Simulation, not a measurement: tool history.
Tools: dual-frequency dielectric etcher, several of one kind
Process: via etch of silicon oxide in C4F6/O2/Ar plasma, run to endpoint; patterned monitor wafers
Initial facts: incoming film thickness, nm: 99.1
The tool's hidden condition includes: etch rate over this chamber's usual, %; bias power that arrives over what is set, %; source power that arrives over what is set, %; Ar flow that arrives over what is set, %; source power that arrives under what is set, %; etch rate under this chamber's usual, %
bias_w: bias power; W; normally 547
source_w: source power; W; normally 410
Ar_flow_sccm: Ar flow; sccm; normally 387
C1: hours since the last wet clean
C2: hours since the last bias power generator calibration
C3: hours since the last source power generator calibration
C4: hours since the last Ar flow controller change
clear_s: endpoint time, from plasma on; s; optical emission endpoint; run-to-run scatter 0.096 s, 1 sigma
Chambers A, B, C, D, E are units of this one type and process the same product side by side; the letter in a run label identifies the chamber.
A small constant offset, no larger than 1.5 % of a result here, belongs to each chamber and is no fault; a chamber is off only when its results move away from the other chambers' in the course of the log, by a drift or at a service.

run 1E hour=10.6 | bias_w=547 source_w=410 Ar_flow_sccm=387 | C1=335.4 C2=3210.9 C3=1789.2 C4=1373.6 | clear_s=21.416
run 2D hour=18.2 | bias_w=547 source_w=410 Ar_flow_sccm=387 | C1=197.5 C2=3387.2 C3=4735.3 C4=5737.3 | clear_s=21.337
run 3B hour=23.2 | bias_w=547 source_w=410 Ar_flow_sccm=387 | C1=377.2 C2=823.2 C3=1732.1 C4=2268.9 | clear_s=21.836
run 4C hour=31.4 | bias_w=547 source_w=410 Ar_flow_sccm=387 | C1=210.2 C2=2178.8 C3=1957.6 C4=259.7 | clear_s=21.373
run 5A hour=40.4 | bias_w=547 source_w=410 Ar_flow_sccm=387 | C1=299.5 C2=2751.8 C3=1563.7 C4=1140.8 | clear_s=21.821
run 6C hour=50.0 | bias_w=547 source_w=410 Ar_flow_sccm=387 | C1=228.8 C2=2197.4 C3=1976.2 C4=278.3 | clear_s=21.317
run 7E hour=58.2 | bias_w=547 source_w=340 Ar_flow_sccm=387 | C1=383.0 C2=3258.5 C3=1836.8 C4=1421.2 | clear_s=22.911
run 8B hour=66.1 | bias_w=547 source_w=340 Ar_flow_sccm=387 | C1=420.1 C2=866.1 C3=1775.0 C4=2311.8 | clear_s=22.959
run 9A hour=74.9 | bias_w=547 source_w=340 Ar_flow_sccm=387 | C1=334.0 C2=2786.3 C3=1598.2 C4=1175.3 | clear_s=23.165
-- hour=84.8 chamber E: wet clean of the chamber
run 10D hour=84.9 | bias_w=547 source_w=340 Ar_flow_sccm=387 | C1=264.2 C2=3453.9 C3=4802.0 C4=5804.0 | clear_s=23.052
-- hour=91.9 chamber D: bias power generator calibrated
run 11E hour=92.1 | bias_w=547 source_w=340 Ar_flow_sccm=387 | C1=7.3 C2=3292.4 C3=1870.7 C4=1455.1 | clear_s=22.744
run 12C hour=99.7 | bias_w=547 source_w=410 Ar_flow_sccm=387 | C1=278.5 C2=2247.1 C3=2025.9 C4=328.0 | clear_s=21.581
run 13B hour=108.4 | bias_w=547 source_w=470 Ar_flow_sccm=387 | C1=462.4 C2=908.4 C3=1817.3 C4=2354.1 | clear_s=20.590
run 14A hour=117.7 | bias_w=547 source_w=470 Ar_flow_sccm=387 | C1=376.8 C2=2829.1 C3=1641.0 C4=1218.1 | clear_s=20.693
run 15D hour=125.9 | bias_w=547 source_w=470 Ar_flow_sccm=387 | C1=305.2 C2=34.0 C3=4843.0 C4=5845.0 | clear_s=20.217
run 16C hour=132.1 | bias_w=547 source_w=470 Ar_flow_sccm=387 | C1=310.9 C2=2279.5 C3=2058.3 C4=360.4 | clear_s=20.499
run 17A hour=142.3 | bias_w=547 source_w=470 Ar_flow_sccm=387 | C1=401.4 C2=2853.7 C3=1665.6 C4=1242.7 | clear_s=20.559
run 18E hour=152.1 | bias_w=547 source_w=410 Ar_flow_sccm=387 | C1=67.3 C2=3352.4 C3=1930.7 C4=1515.1 | clear_s=21.367
run 19D hour=157.2 | bias_w=547 source_w=410 Ar_flow_sccm=387 | C1=336.5 C2=65.3 C3=4874.3 C4=5876.3 | clear_s=21.459
run 20B hour=164.7 | bias_w=547 source_w=440 Ar_flow_sccm=336 | C1=518.7 C2=964.7 C3=1873.6 C4=2410.4 | clear_s=20.690
run 21E hour=172.1 | bias_w=547 source_w=440 Ar_flow_sccm=336 | C1=87.3 C2=3372.4 C3=1950.7 C4=1535.1 | clear_s=20.529
run 22C hour=178.2 | bias_w=547 source_w=440 Ar_flow_sccm=336 | C1=357.0 C2=2325.6 C3=2104.4 C4=406.5 | clear_s=20.995
-- hour=186.5 chamber D: Ar flow controller replaced
run 23B hour=189.2 | bias_w=547 source_w=440 Ar_flow_sccm=336 | C1=543.2 C2=989.2 C3=1898.1 C4=2434.9 | clear_s=20.775
run 24A hour=196.0 | bias_w=547 source_w=440 Ar_flow_sccm=336 | C1=455.1 C2=2907.4 C3=1719.3 C4=1296.4 | clear_s=20.915
-- hour=202.8 chamber E: source power generator calibrated
run 25D hour=205.0 | bias_w=547 source_w=410 Ar_flow_sccm=387 | C1=384.3 C2=113.1 C3=4922.1 C4=18.5 | clear_s=21.272
run 26D hour=214.6 | bias_w=547 source_w=410 Ar_flow_sccm=387 | C1=393.9 C2=122.7 C3=4931.7 C4=28.1 | clear_s=21.137
run 27A hour=220.1 | bias_w=547 source_w=410 Ar_flow_sccm=387 | C1=479.2 C2=2931.5 C3=1743.4 C4=1320.5 | clear_s=21.837
-- hour=222.1 chamber E: bias power generator calibrated
run 28E hour=225.1 | bias_w=547 source_w=410 Ar_flow_sccm=387 | C1=140.3 C2=3.0 C3=22.4 C4=1588.1 | clear_s=21.299
-- hour=229.5 chamber A: wet clean of the chamber
run 29B hour=233.9 | bias_w=547 source_w=410 Ar_flow_sccm=387 | C1=587.9 C2=1033.9 C3=1942.8 C4=2479.6 | clear_s=21.531
run 30C hour=239.5 | bias_w=547 source_w=410 Ar_flow_sccm=387 | C1=418.3 C2=2386.9 C3=2165.7 C4=467.8 | clear_s=22.013
run 31E hour=244.8 | bias_w=547 source_w=460 Ar_flow_sccm=320 | C1=160.0 C2=22.7 C3=42.1 C4=1607.8 | clear_s=20.175
run 32D hour=252.7 | bias_w=547 source_w=460 Ar_flow_sccm=320 | C1=432.0 C2=160.8 C3=4969.8 C4=66.2 | clear_s=20.156
run 33A hour=259.6 | bias_w=547 source_w=460 Ar_flow_sccm=320 | C1=30.1 C2=2971.0 C3=1782.9 C4=1360.0 | clear_s=20.340
run 34B hour=265.2 | bias_w=547 source_w=460 Ar_flow_sccm=320 | C1=619.2 C2=1065.2 C3=1974.1 C4=2510.9 | clear_s=20.130
run 35C hour=272.8 | bias_w=547 source_w=460 Ar_flow_sccm=320 | C1=451.6 C2=2420.2 C3=2199.0 C4=501.1 | clear_s=21.039
run 36A hour=281.7 | bias_w=547 source_w=410 Ar_flow_sccm=387 | C1=52.2 C2=2993.1 C3=1805.0 C4=1382.1 | clear_s=21.794
run 37C hour=289.2 | bias_w=547 source_w=410 Ar_flow_sccm=387 | C1=468.0 C2=2436.6 C3=2215.4 C4=517.5 | clear_s=22.332
run 38B hour=298.5 | bias_w=547 source_w=410 Ar_flow_sccm=455 | C1=652.5 C2=1098.5 C3=2007.4 C4=2544.2 | clear_s=21.930

Read the log: is a single chamber off, either drifting away or since a service, is the gauge that measures every chamber drifting, or is nothing wrong beyond small per-chamber offsets? Name any odd chamber and what most likely caused it.

One chamber, C, drifts off from the rest bit by bit.
Cause: etch rate under this chamber's usual, % = 4.88.

Here are 4 candidates for chamber C's next run, each the usual settings with a change, their results left as question marks. Which one brings its results back in line with what the others give on the usual settings?
In line here means within this much of the mean the other chambers give on the usual settings: clear_s 0.340 s
run 39C-1 hour=306.4 | bias_w=486 source_w=410 Ar_flow_sccm=400 | clear_s=?
run 39C-2 hour=306.4 | bias_w=522 source_w=410 Ar_flow_sccm=387 | clear_s=?
run 39C-3 hour=306.4 | bias_w=560 source_w=420 Ar_flow_sccm=384 | clear_s=?
run 39C-4 hour=306.4 | bias_w=613 source_w=410 Ar_flow_sccm=387 | clear_s=?

On the usual settings, the other chambers give on average: clear_s 21.533 s
run=39C-1 clear_s=23.703
run=39C-2 clear_s=22.990
run=39C-3 clear_s=22.169
run=39C-4 clear_s=21.621
39C-4 puts the chamber back in line with the other chambers.
